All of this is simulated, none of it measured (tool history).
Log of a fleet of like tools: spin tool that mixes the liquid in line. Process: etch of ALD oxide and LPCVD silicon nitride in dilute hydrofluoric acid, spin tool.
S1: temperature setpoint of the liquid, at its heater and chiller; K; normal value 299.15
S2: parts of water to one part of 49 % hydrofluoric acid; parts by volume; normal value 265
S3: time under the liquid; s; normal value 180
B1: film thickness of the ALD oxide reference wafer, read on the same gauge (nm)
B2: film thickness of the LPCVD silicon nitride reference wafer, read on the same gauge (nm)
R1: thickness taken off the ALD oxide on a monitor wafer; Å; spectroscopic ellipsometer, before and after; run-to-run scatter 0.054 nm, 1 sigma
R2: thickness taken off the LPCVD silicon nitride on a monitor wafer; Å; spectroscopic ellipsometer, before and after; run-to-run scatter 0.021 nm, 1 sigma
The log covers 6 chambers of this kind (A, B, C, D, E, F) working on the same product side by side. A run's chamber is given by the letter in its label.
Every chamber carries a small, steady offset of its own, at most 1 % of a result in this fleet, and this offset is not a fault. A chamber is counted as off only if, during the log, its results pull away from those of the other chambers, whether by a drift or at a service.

run   hour      S1   S2   S3      B1      B2      R1      R2
 1B    6.3  299.15  265  180  109.98  39.989  59.146  4.1604
 2D   12.6  299.15  265  180  110.01  39.979  60.156  4.5309
 3E     17  299.15  265  180  110.04  39.994  58.372  4.2056
 4C   21.1  299.15  265  180  110.02  39.986  60.784  4.5256
 5F   25.3  294.65  265  180  110.01  39.999  50.913  3.1199
 6A   29.7  294.65  265  180  110.01   39.99  51.724  3.2778
 7E   33.7  294.65  265  180  110.01  40.023  50.392   3.215
 8D   39.8  294.65  265  180  109.97  40.014  50.589  3.2464
 9A   44.9  294.65  265  180  109.99  40.002  51.373  3.1238
10B     48  294.65  265  180  109.99  40.008  51.084  3.2548
11F   51.7  299.15  265  180  110.03  39.998  60.755  4.4598
12C   54.7  299.15  265  180  109.97  39.988  58.976  4.0863
13B   59.8  299.15  265  180  110.03  40.017  59.957  4.2416
14A   65.1  299.15  265  180  109.99   39.99  59.793  4.2055
15D   71.2  299.15  265  180  110.01   39.99  59.313   4.359
16E   76.4  295.15  265  180  109.98  40.018  51.093  3.4164
17F   79.9  295.15  265  180     110  40.003  51.678  3.3211
18C   84.8  295.15  265  180  110.02  39.977  52.068  3.5021
19C     90  295.15  265  180  109.99  40.006  51.664  3.0227
20B   94.1  295.15  265  180  110.01      40  50.964  3.6566
21F   98.5  295.15  265  180  109.98  40.009  52.653  3.4353
22D  102.4  299.15  325  100  109.97  39.963  25.975  1.9177
23A  109.1  299.15  325  100  109.99  40.023  25.658  1.9326
24E  112.8  299.15  325  100  110.01  40.021  25.166  1.9456
25B  116.3  299.15  325  100  110.02  39.967  25.475  1.9387
26A  122.6  299.15  325  100  109.99   40.03  25.631  1.8673
27C  125.8  299.15  325  100  110.05  40.004  24.552  1.9879
28F  132.3  299.15  265  180  110.01  39.992  59.731  3.9227
29E  137.3  299.15  265  180  110.02  40.028  58.469  4.0115
30D  142.6  299.15  265  180  110.02  39.993  60.208  4.4087
31A  148.8  301.15  265  270  109.98  39.986  96.246   7.147
32C  153.8  301.15  265  270  109.99  40.022  92.305  6.5415
     155.5  -- chamber D: hydrofluoric acid flow meter replaced
33F  156.7  301.15  265  270  109.98   39.97  98.138  7.0068
34D  163.4  301.15  265  270  109.97  39.997  97.843  7.2345
35B  168.9  301.15  265  270  109.98   40.01  96.867  7.0009
36E  172.4  301.15  265  270     110  39.999  95.108  6.9733
37E  177.8  295.65  265  180  110.01  39.998   52.22  3.0504
38A  183.2  295.65  265  180  109.95  40.017  53.541  3.0665
39B  188.6  295.65  265  180  110.03  39.975  52.698  3.8084
40D  194.5  295.65  265  180  110.01  40.028  53.147  3.5008
41C    201  295.65  265  180  110.03  39.987  49.592  3.1558
42F  206.5  295.65  265  180  109.99  39.975  53.156  3.3594

Decide between three cases: one chamber stands off from its peers, the gauge reading all wafers drifts, or nothing is wrong past each chamber's small offset. Where a chamber is off, say which and what most likely put it there.

It is chamber C that slowly wanders off from its peers.
What lies behind it: liquid colder than its thermometer reads (K) = 1.89.

Chamber C could run next with any of the 4 candidate recipes listed below; each alters the usual settings, and their results appear as question marks. Which one brings its results back in line with what the other chambers deliver on the usual settings?
Allowed miss from the other chambers' usual-settings mean, per result, to count as in line: R1 1.9 Å; R2 0.75 Å
43C-1  211.4  300.65  280  195           ?   ?
43C-2  211.4  302.15  295  210           ?   ?
43C-3  211.4  297.65  250  165           ?   ?
43C-4  211.4  296.65  235  150           ?   ?

Usual-settings mean across the other chambers: R1 59.885 Å; R2 4.2777 Å
  run      R1      R2
43C-1  60.041   4.228
43C-2  63.543  4.7208
43C-3    52.8  3.3332
43C-4  49.976   3.024
With 43C-1, the chamber falls back in line with the rest.
